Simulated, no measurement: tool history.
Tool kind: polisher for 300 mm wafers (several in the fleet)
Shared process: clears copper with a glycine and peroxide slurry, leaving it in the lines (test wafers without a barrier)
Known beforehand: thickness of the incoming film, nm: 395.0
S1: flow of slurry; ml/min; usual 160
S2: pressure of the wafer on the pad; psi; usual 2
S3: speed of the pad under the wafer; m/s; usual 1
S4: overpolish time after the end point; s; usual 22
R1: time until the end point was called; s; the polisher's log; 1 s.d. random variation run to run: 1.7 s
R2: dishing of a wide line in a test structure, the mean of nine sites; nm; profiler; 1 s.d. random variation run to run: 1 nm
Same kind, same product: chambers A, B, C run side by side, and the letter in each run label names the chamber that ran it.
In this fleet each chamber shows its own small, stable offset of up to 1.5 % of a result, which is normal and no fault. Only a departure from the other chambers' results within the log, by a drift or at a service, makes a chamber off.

run,hour,S1,S2,S3,S4,R1,R2
1A,5.2,160,2,1,22,111.13,50.504
2C,8.8,160,2,1,22,110.66,50.62
3B,13,160,2,1,22,110.97,48.653
4B,17.8,160,2,1,22,112,50.047
# hour 21.4: chamber C: worn pad replaced by a new one
5A,22,160,2,1,22,108.93,47.018
6C,25.7,160,2,1,22,115.51,49.3
7A,30.3,160,2,1,22,108.09,50.837
8B,33.1,160,2,1,22,111.88,48.256
# hour 34.1: chamber B: worn pad replaced by a new one
9C,39.1,160,2,1,22,107.49,51.537
10B,43.8,160,2,1,22,111.49,49.159
11A,46.6,160,2,1,22,114.53,50.558
12C,49.9,160,2,1,22,115.2,52.151
13A,52.8,160,2,1,22,114.74,48.531
# hour 56.4: chamber A: worn pad replaced by a new one
14B,58.1,160,2,1,13,114.92,31.115
15C,61.5,160,2,1,13,113.5,33.253
16A,64.3,160,2,1,13,111.33,31.394
17C,70.3,160,2,1,22,114.6,51.84
18B,73.9,160,2,1,22,112.29,49.994
19B,77,160,2,1,22,109.11,50.077
20A,82.8,160,2,1,22,114.58,49.28
21C,88.9,160,2,1,22,116.48,51.378
22B,93.9,160,2,1,22,110.99,50.48
23A,97.6,160,2,1,22,114.53,48.172
# hour 99.6: chamber B: head pressure recalibrated
24C,102.1,160,2,1,22,112.69,49.933
25A,107.4,160,2,1,22,113.49,50.327
26C,111.4,160,2,1,22,112.5,51.611
27B,115.9,200,1.7,1,22,124.11,45.531
28C,120.4,200,1.7,1,22,121.24,46.924
29A,126.6,200,1.7,1,22,123.81,46.859
30B,130.1,160,2,1,22,114.22,48.847
31B,134.5,160,2,1,22,114.2,50.275
32A,138.4,105,1.7,1,22,135.69,42.626
33C,142.3,105,1.7,1,22,139.58,42.07
34C,147.5,105,1.7,1,22,138.9,41.452

Is one chamber out of step, is the gauge drifting, or do the chambers differ by no more than their own small offsets? For an off chamber, give its letter and the likeliest cause.

Beyond each chamber's small constant offset nothing stands out, and the gauge stays steady.

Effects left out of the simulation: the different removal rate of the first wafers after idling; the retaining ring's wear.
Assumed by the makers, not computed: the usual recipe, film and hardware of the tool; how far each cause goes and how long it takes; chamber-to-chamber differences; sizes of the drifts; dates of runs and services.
